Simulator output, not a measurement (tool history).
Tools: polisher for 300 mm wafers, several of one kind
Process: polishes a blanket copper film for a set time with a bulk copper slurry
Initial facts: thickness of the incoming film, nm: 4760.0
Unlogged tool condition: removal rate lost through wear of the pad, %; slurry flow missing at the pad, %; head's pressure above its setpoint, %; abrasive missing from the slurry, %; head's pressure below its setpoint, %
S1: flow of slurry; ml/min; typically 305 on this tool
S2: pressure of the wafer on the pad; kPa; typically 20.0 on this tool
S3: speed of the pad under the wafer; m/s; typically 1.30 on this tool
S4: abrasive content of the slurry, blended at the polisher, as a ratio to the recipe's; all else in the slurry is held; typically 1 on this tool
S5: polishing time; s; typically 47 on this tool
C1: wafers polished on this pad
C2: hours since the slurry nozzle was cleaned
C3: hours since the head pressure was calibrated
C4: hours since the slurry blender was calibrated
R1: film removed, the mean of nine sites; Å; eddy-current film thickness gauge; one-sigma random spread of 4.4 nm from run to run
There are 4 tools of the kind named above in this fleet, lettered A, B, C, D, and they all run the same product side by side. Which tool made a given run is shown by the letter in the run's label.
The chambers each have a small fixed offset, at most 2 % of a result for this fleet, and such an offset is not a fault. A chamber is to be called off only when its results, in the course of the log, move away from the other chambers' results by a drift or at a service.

-- hour=1.0 chamber B: head pressure recalibrated
run 1B hour=8.6 | S1=305 S2=20.0 S3=1.30 S4=1 S5=47 | C1=562 C2=301.5 C3=7.6 C4=218.9 | R1=6524.8
run 2A hour=15.2 | S1=305 S2=20.0 S3=1.30 S4=1 S5=47 | C1=301 C2=188.9 C3=874.1 C4=50.2 | R1=6404.1
run 3C hour=22.1 | S1=305 S2=20.0 S3=1.30 S4=1 S5=47 | C1=732 C2=201.9 C3=193.5 C4=436.8 | R1=6445.1
run 4D hour=37.2 | S1=305 S2=20.0 S3=1.30 S4=1 S5=47 | C1=907 C2=275.7 C3=232.8 C4=69.5 | R1=6396.8
-- hour=38.5 chamber B: slurry blender recalibrated
run 5A hour=50.2 | S1=305 S2=20.0 S3=1.30 S4=1 S5=47 | C1=757 C2=223.9 C3=909.1 C4=85.2 | R1=6355.1
-- hour=51.6 chamber D: worn pad replaced by a new one
-- hour=55.1 chamber C: worn pad replaced by a new one
run 6B hour=57.8 | S1=305 S2=20.0 S3=1.30 S4=1 S5=47 | C1=1204 C2=350.7 C3=56.8 C4=19.4 | R1=6480.0
run 7D hour=69.6 | S1=305 S2=20.0 S3=1.30 S4=1 S5=47 | C1=235 C2=308.1 C3=265.2 C4=101.9 | R1=6373.7
-- hour=73.0 chamber A: worn pad replaced by a new one
-- hour=76.9 chamber A: slurry blender recalibrated
-- hour=78.2 chamber C: slurry blender recalibrated
run 8C hour=83.1 | S1=305 S2=20.0 S3=1.30 S4=1 S5=47 | C1=366 C2=262.9 C3=254.5 C4=4.9 | R1=6441.0
run 9D hour=92.0 | S1=305 S2=20.0 S3=1.30 S4=1 S5=47 | C1=527 C2=330.5 C3=287.6 C4=124.3 | R1=6411.2
-- hour=95.3 chamber D: slurry blender recalibrated
run 10A hour=105.3 | S1=305 S2=20.0 S3=1.30 S4=1 S5=47 | C1=421 C2=279.0 C3=964.2 C4=28.5 | R1=6464.4
run 11B hour=112.0 | S1=305 S2=20.0 S3=1.30 S4=1 S5=47 | C1=1910 C2=404.9 C3=111.0 C4=73.6 | R1=6570.3
run 12C hour=122.2 | S1=305 S2=20.0 S3=1.30 S4=1 S5=47 | C1=875 C2=302.0 C3=293.6 C4=44.0 | R1=6512.3
run 13C hour=131.7 | S1=305 S2=17.2 S3=1.30 S4=1 S5=47 | C1=999 C2=311.5 C3=303.1 C4=53.5 | R1=5554.2
-- hour=136.8 chamber C: worn pad replaced by a new one
run 14A hour=139.4 | S1=305 S2=17.2 S3=1.30 S4=1 S5=47 | C1=866 C2=313.1 C3=998.3 C4=62.6 | R1=5538.6
-- hour=146.2 chamber D: worn pad replaced by a new one
run 15B hour=151.9 | S1=305 S2=17.2 S3=1.30 S4=1 S5=47 | C1=2431 C2=444.8 C3=150.9 C4=113.5 | R1=5500.1
-- hour=161.5 chamber C: slurry nozzle cleaned
run 16D hour=163.6 | S1=305 S2=17.2 S3=1.30 S4=1 S5=47 | C1=227 C2=402.1 C3=359.2 C4=68.3 | R1=5615.7
-- hour=169.6 chamber A: worn pad replaced by a new one
run 17D hour=177.8 | S1=205 S2=20.0 S3=1.30 S4=1 S5=47 | C1=413 C2=416.3 C3=373.4 C4=82.5 | R1=6098.0
run 18A hour=188.7 | S1=205 S2=20.0 S3=1.30 S4=1 S5=47 | C1=250 C2=362.4 C3=1047.6 C4=111.9 | R1=6132.6
run 19C hour=200.1 | S1=205 S2=20.0 S3=1.30 S4=1 S5=47 | C1=825 C2=38.6 C3=371.5 C4=121.9 | R1=6251.2
run 20B hour=210.8 | S1=205 S2=20.0 S3=1.30 S4=1 S5=47 | C1=3198 C2=503.7 C3=209.8 C4=172.4 | R1=6029.7
-- hour=215.2 chamber A: slurry blender recalibrated
run 21D hour=220.8 | S1=305 S2=20.0 S3=1.30 S4=1 S5=47 | C1=973 C2=459.3 C3=416.4 C4=125.5 | R1=6454.5
-- hour=230.0 chamber C: worn pad replaced by a new one
run 22B hour=232.3 | S1=305 S2=20.0 S3=1.30 S4=1 S5=47 | C1=3479 C2=525.2 C3=231.3 C4=193.9 | R1=6270.0
-- hour=236.3 chamber D: worn pad replaced by a new one
run 23A hour=241.6 | S1=305 S2=20.0 S3=1.30 S4=1 S5=47 | C1=939 C2=415.3 C3=1100.5 C4=26.5 | R1=6427.1
run 24C hour=249.7 | S1=305 S2=20.0 S3=1.30 S4=1 S5=47 | C1=257 C2=88.2 C3=421.1 C4=171.5 | R1=6478.6
-- hour=256.8 chamber D: slurry blender recalibrated
-- hour=260.8 chamber A: worn pad replaced by a new one
run 25B hour=261.8 | S1=305 S2=20.0 S3=1.30 S4=1 S5=47 | C1=3863 C2=554.7 C3=260.8 C4=223.4 | R1=6278.9
-- hour=266.7 chamber B: slurry blender recalibrated
run 26C hour=271.7 | S1=305 S2=20.0 S3=1.30 S4=1 S5=47 | C1=544 C2=110.2 C3=443.1 C4=193.5 | R1=6424.3
-- hour=278.5 chamber A: head pressure recalibrated
run 27A hour=281.3 | S1=305 S2=20.0 S3=1.30 S4=1 S5=47 | C1=268 C2=455.0 C3=2.9 C4=66.2 | R1=6436.8
run 28D hour=293.3 | S1=305 S2=20.0 S3=1.30 S4=1 S5=47 | C1=744 C2=531.8 C3=488.9 C4=36.5 | R1=6504.4
run 29D hour=301.7 | S1=305 S2=20.0 S3=1.30 S4=1 S5=47 | C1=853 C2=540.2 C3=497.3 C4=44.9 | R1=6464.9
run 30C hour=309.2 | S1=305 S2=20.0 S3=1.30 S4=1 S5=47 | C1=1033 C2=147.7 C3=480.6 C4=231.0 | R1=6501.3
run 31B hour=316.2 | S1=305 S2=20.0 S3=1.04 S4=1 S5=52 | C1=4573 C2=609.1 C3=315.2 C4=49.6 | R1=5406.2
-- hour=318.4 chamber C: worn pad replaced by a new one
-- hour=324.1 chamber B: slurry nozzle cleaned
-- hour=326.7 chamber D: worn pad replaced by a new one
-- hour=328.6 chamber A: slurry blender recalibrated
run 32A hour=331.3 | S1=305 S2=20.0 S3=1.04 S4=1 S5=52 | C1=920 C2=505.0 C3=52.9 C4=2.7 | R1=5641.4
-- hour=343.4 chamber A: worn pad replaced by a new one
run 33B hour=345.9 | S1=305 S2=20.0 S3=1.04 S4=1 S5=52 | C1=4960 C2=21.8 C3=344.9 C4=79.3 | R1=5381.0
run 34D hour=359.2 | S1=305 S2=20.0 S3=1.04 S4=1 S5=52 | C1=424 C2=597.7 C3=554.8 C4=102.4 | R1=5710.4
run 35C hour=366.7 | S1=305 S2=20.0 S3=1.30 S4=1 S5=47 | C1=630 C2=205.2 C3=538.1 C4=288.5 | R1=6413.8
run 36A hour=376.5 | S1=305 S2=20.0 S3=1.30 S4=1 S5=47 | C1=432 C2=550.2 C3=98.1 C4=47.9 | R1=6344.6
run 37D hour=386.0 | S1=305 S2=20.0 S3=1.30 S4=1 S5=47 | C1=774 C2=624.5 C3=581.6 C4=129.2 | R1=6416.3
run 38B hour=395.0 | S1=350 S2=20.0 S3=1.30 S4=1 S5=47 | C1=5600 C2=70.9 C3=394.0 C4=128.4 | R1=6056.8
run 39A hour=401.8 | S1=350 S2=20.0 S3=1.30 S4=1 S5=47 | C1=762 C2=575.5 C3=123.4 C4=73.2 | R1=6416.1
-- hour=407.1 chamber C: worn pad replaced by a new one
run 40C hour=409.1 | S1=350 S2=20.0 S3=1.30 S4=1 S5=47 | C1=26 C2=247.6 C3=580.5 C4=330.9 | R1=6546.2
run 41A hour=421.4 | S1=350 S2=20.0 S3=1.30 S4=1 S5=47 | C1=1018 C2=595.1 C3=143.0 C4=92.8 | R1=6481.8

Each of the 4 chambers runs these same settings next. Fill in every chamber's results:
run 42A hour=432.3 | S1=250 S2=20.0 S3=1.30 S4=1 S5=47 | R1=?
run 42B hour=432.3 | S1=250 S2=20.0 S3=1.30 S4=1 S5=47 | R1=?
run 42C hour=432.3 | S1=250 S2=20.0 S3=1.30 S4=1 S5=47 | R1=?
run 42D hour=432.3 | S1=250 S2=20.0 S3=1.30 S4=1 S5=47 | R1=?

run=42A R1=6283.9
run=42B R1=5857.9
run=42C R1=6299.4
run=42D R1=6320.0

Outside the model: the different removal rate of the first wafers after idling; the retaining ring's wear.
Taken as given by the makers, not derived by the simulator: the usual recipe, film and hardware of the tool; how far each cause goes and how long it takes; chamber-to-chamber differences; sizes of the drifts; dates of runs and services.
